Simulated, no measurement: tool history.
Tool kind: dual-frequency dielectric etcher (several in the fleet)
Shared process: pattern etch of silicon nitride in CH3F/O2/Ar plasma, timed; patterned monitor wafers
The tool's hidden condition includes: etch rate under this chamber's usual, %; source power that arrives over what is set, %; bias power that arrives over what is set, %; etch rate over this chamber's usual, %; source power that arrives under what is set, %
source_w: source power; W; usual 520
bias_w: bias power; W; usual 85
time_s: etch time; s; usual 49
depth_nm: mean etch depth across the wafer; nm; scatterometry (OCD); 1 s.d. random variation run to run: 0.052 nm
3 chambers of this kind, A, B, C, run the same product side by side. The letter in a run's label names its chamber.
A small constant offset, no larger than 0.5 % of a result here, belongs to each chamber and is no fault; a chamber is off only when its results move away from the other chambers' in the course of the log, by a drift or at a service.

| run | hour | source_w | bias_w | time_s | hours since the last wet clean | hours since the last source power generator calibration | hours since the last bias power generator calibration | read-back reference wafer on the same gauge, depth_nm | depth_nm |
|---|---|---|---|---|---|---|---|---|---|
| 1C | 8.2 | 520 | 85 | 49 | 414.8 | 1211.8 | 695.2 | 37.424 | 40.351 |
| 2A | 16.5 | 520 | 85 | 49 | 41.4 | 459.8 | 689.7 | 37.407 | 40.115 |
| 3B | 22.7 | 520 | 85 | 49 | 530.6 | 1919.6 | 3442.6 | 37.414 | 40.196 |
| 4C | 36.2 | 520 | 85 | 49 | 442.8 | 1239.8 | 723.2 | 37.428 | 40.415 |
| 5A | 43.1 | 520 | 85 | 49 | 68 | 486.4 | 716.3 | 37.439 | 40.29 |
| 6B | 53 | 520 | 85 | 49 | 560.9 | 1949.9 | 3472.9 | 37.429 | 40.239 |
| 7C | 62.4 | 520 | 85 | 49 | 469 | 1266 | 749.4 | 37.432 | 40.373 |
| 8A | 72.7 | 520 | 85 | 49 | 97.6 | 516 | 745.9 | 37.439 | 40.174 |
| 9B | 83.3 | 520 | 85 | 49 | 591.2 | 1980.2 | 3503.2 | 37.452 | 40.331 |
| 10C | 92.7 | 520 | 85 | 49 | 499.3 | 1296.3 | 779.7 | 37.45 | 40.228 |
| 11B | 104.4 | 520 | 85 | 49 | 612.3 | 2001.3 | 3524.3 | 37.469 | 40.261 |
| 12A | 116.9 | 520 | 85 | 49 | 141.8 | 560.2 | 790.1 | 37.476 | 40.315 |
| 13C | 130.3 | 520 | 85 | 49 | 536.9 | 1333.9 | 817.3 | 37.482 | 40.405 |
|  | 131.4 | chamber B: wet clean of the chamber |
| 14A | 144.4 | 520 | 85 | 49 | 169.3 | 587.7 | 817.6 | 37.488 | 40.291 |
| 15B | 156.5 | 520 | 85 | 49 | 25.1 | 2053.4 | 3576.4 | 37.491 | 40.329 |
|  | 165.4 | chamber C: wet clean of the chamber |
| 16B | 169.6 | 520 | 85 | 49 | 38.2 | 2066.5 | 3589.5 | 37.497 | 40.371 |
| 17C | 177.3 | 520 | 85 | 49 | 12 | 1380.9 | 864.3 | 37.515 | 40.336 |
| 18A | 185.1 | 520 | 85 | 49 | 210 | 628.4 | 858.3 | 37.521 | 40.216 |
| 19C | 196.3 | 520 | 85 | 49 | 31 | 1399.9 | 883.3 | 37.509 | 40.4 |
| 20B | 205.3 | 520 | 85 | 49 | 73.9 | 2102.2 | 3625.2 | 37.513 | 40.364 |
| 21A | 217.6 | 520 | 85 | 57.5 | 242.5 | 660.9 | 890.8 | 37.515 | 47.321 |
| 22A | 228.9 | 520 | 85 | 57.5 | 253.8 | 672.2 | 902.1 | 37.529 | 47.277 |
| 23C | 238.6 | 520 | 85 | 57.5 | 73.3 | 1442.2 | 925.6 | 37.537 | 47.486 |
| 24B | 249.2 | 520 | 85 | 49 | 117.8 | 2146.1 | 3669.1 | 37.537 | 40.404 |
| 25A | 258.2 | 520 | 85 | 49 | 283.1 | 701.5 | 931.4 | 37.552 | 40.297 |
| 26C | 272.4 | 520 | 85 | 55 | 107.1 | 1476 | 959.4 | 37.562 | 45.448 |
| 27B | 282.6 | 520 | 85 | 55 | 151.2 | 2179.5 | 3702.5 | 37.567 | 45.335 |
| 28A | 292 | 520 | 85 | 55 | 316.9 | 735.3 | 965.2 | 37.566 | 45.316 |
| 29B | 302.1 | 520 | 85 | 49 | 170.7 | 2199 | 3722 | 37.576 | 40.402 |
| 30C | 315.3 | 520 | 85 | 44.5 | 150 | 1518.9 | 1002.3 | 37.585 | 36.772 |
| 31B | 324.2 | 520 | 85 | 44.5 | 192.8 | 2221.1 | 3744.1 | 37.591 | 36.766 |
| 32A | 336.7 | 520 | 85 | 44.5 | 361.6 | 780 | 1009.9 | 37.604 | 36.788 |

The same settings go to every chamber for the next run, one line per chamber below. Forecast the results for each:
| 33A | 346.9 | 520 | 85 | 54.5 |  |  |  |  | ? |
| 33B | 346.9 | 520 | 85 | 54.5 |  |  |  |  | ? |
| 33C | 346.9 | 520 | 85 | 54.5 |  |  |  |  | ? |

| run | depth_nm |
|---|---|
| 33A | 44.962 |
| 33B | 45.126 |
| 33C | 45.04 |
